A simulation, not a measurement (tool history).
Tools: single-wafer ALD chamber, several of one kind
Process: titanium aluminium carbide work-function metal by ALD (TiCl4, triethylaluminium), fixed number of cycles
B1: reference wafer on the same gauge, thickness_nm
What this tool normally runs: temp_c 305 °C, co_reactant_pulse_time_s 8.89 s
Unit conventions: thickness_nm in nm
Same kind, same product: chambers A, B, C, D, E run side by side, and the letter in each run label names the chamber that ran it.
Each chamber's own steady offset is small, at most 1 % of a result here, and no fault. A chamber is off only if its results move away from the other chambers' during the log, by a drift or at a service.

{"run": "1D", "day": 0.367, "temp_c": 305, "co_reactant_pulse_time_s": 8.89, "B1": 1.9594, "thickness_nm": 2.0111}
{"run": "2B", "day": 0.796, "temp_c": 305, "co_reactant_pulse_time_s": 8.89, "B1": 1.9588, "thickness_nm": 2.0201}
{"run": "3A", "day": 1.238, "temp_c": 305, "co_reactant_pulse_time_s": 8.89, "B1": 1.959, "thickness_nm": 2.0004}
{"run": "4C", "day": 1.642, "temp_c": 305, "co_reactant_pulse_time_s": 8.89, "B1": 1.958, "thickness_nm": 2.0095}
{"run": "5E", "day": 1.888, "temp_c": 305, "co_reactant_pulse_time_s": 8.89, "B1": 1.9579, "thickness_nm": 2.0073}
{"run": "6A", "day": 2.125, "temp_c": 305, "co_reactant_pulse_time_s": 8.89, "B1": 1.9579, "thickness_nm": 2.0004}
{"run": "7B", "day": 2.433, "temp_c": 305, "co_reactant_pulse_time_s": 8.89, "B1": 1.9583, "thickness_nm": 2.0209}
{"run": "8D", "day": 2.754, "temp_c": 310, "co_reactant_pulse_time_s": 10.48, "B1": 1.9577, "thickness_nm": 2.0932}
{"run": "9E", "day": 3.262, "temp_c": 310, "co_reactant_pulse_time_s": 10.48, "B1": 1.9564, "thickness_nm": 2.1011}
{"run": "10C", "day": 3.679, "temp_c": 310, "co_reactant_pulse_time_s": 10.48, "B1": 1.9567, "thickness_nm": 2.0898}
{"day": 4.158, "done": "chamber E: triethylaluminium bottle replaced"}
{"run": "11B", "day": 4.167, "temp_c": 310, "co_reactant_pulse_time_s": 10.48, "B1": 1.9564, "thickness_nm": 2.1009}
{"run": "12C", "day": 4.583, "temp_c": 310, "co_reactant_pulse_time_s": 10.48, "B1": 1.9564, "thickness_nm": 2.0972}
{"run": "13A", "day": 5.083, "temp_c": 305, "co_reactant_pulse_time_s": 8.89, "B1": 1.9559, "thickness_nm": 1.9977}
{"run": "14E", "day": 5.379, "temp_c": 305, "co_reactant_pulse_time_s": 8.89, "B1": 1.956, "thickness_nm": 2.0061}
{"run": "15D", "day": 5.633, "temp_c": 305, "co_reactant_pulse_time_s": 10.57, "B1": 1.9547, "thickness_nm": 2.0445}
{"run": "16B", "day": 6.038, "temp_c": 305, "co_reactant_pulse_time_s": 10.57, "B1": 1.9552, "thickness_nm": 2.0597}
{"run": "17D", "day": 6.521, "temp_c": 305, "co_reactant_pulse_time_s": 10.57, "B1": 1.9545, "thickness_nm": 2.0495}
{"run": "18C", "day": 7.046, "temp_c": 305, "co_reactant_pulse_time_s": 10.57, "B1": 1.9536, "thickness_nm": 2.0456}
{"day": 7.192, "done": "chamber A: triethylaluminium bottle replaced"}
{"run": "19E", "day": 7.55, "temp_c": 305, "co_reactant_pulse_time_s": 10.57, "B1": 1.9537, "thickness_nm": 2.0507}
{"run": "20A", "day": 7.979, "temp_c": 315, "co_reactant_pulse_time_s": 8.89, "B1": 1.953, "thickness_nm": 2.0782}
{"run": "21C", "day": 8.433, "temp_c": 315, "co_reactant_pulse_time_s": 8.89, "B1": 1.9521, "thickness_nm": 2.0889}
{"run": "22D", "day": 8.925, "temp_c": 315, "co_reactant_pulse_time_s": 8.89, "B1": 1.9517, "thickness_nm": 2.0961}
{"run": "23B", "day": 9.446, "temp_c": 315, "co_reactant_pulse_time_s": 8.89, "B1": 1.952, "thickness_nm": 2.1041}
{"run": "24E", "day": 9.858, "temp_c": 315, "co_reactant_pulse_time_s": 8.89, "B1": 1.9522, "thickness_nm": 2.0912}
{"run": "25A", "day": 10.208, "temp_c": 305, "co_reactant_pulse_time_s": 8.89, "B1": 1.9505, "thickness_nm": 1.9854}
{"run": "26D", "day": 10.596, "temp_c": 305, "co_reactant_pulse_time_s": 8.89, "B1": 1.9507, "thickness_nm": 2.0062}
{"run": "27B", "day": 10.846, "temp_c": 305, "co_reactant_pulse_time_s": 8.89, "B1": 1.951, "thickness_nm": 2.008}
{"run": "28C", "day": 11.233, "temp_c": 305, "co_reactant_pulse_time_s": 8.89, "B1": 1.9502, "thickness_nm": 1.998}
{"run": "29E", "day": 11.567, "temp_c": 305, "co_reactant_pulse_time_s": 8.89, "B1": 1.95, "thickness_nm": 2.0048}
{"run": "30A", "day": 11.804, "temp_c": 305, "co_reactant_pulse_time_s": 8.89, "B1": 1.9494, "thickness_nm": 1.991}
{"run": "31A", "day": 12.154, "temp_c": 305, "co_reactant_pulse_time_s": 8.89, "B1": 1.949, "thickness_nm": 1.9893}
{"run": "32C", "day": 12.612, "temp_c": 305, "co_reactant_pulse_time_s": 8.89, "B1": 1.9487, "thickness_nm": 2.0001}

Each of the 5 chambers runs these same settings next. Fill in every chamber's results:
{"run": "33A", "day": 13.004, "temp_c": 305, "co_reactant_pulse_time_s": 8.89, "thickness_nm": "?"}
{"run": "33B", "day": 13.004, "temp_c": 305, "co_reactant_pulse_time_s": 8.89, "thickness_nm": "?"}
{"run": "33C", "day": 13.004, "temp_c": 305, "co_reactant_pulse_time_s": 8.89, "thickness_nm": "?"}
{"run": "33D", "day": 13.004, "temp_c": 305, "co_reactant_pulse_time_s": 8.89, "thickness_nm": "?"}
{"run": "33E", "day": 13.004, "temp_c": 305, "co_reactant_pulse_time_s": 8.89, "thickness_nm": "?"}

run=33A thickness_nm=1.9852
run=33B thickness_nm=2.0084
run=33C thickness_nm=2
run=33D thickness_nm=1.9956
run=33E thickness_nm=1.9995
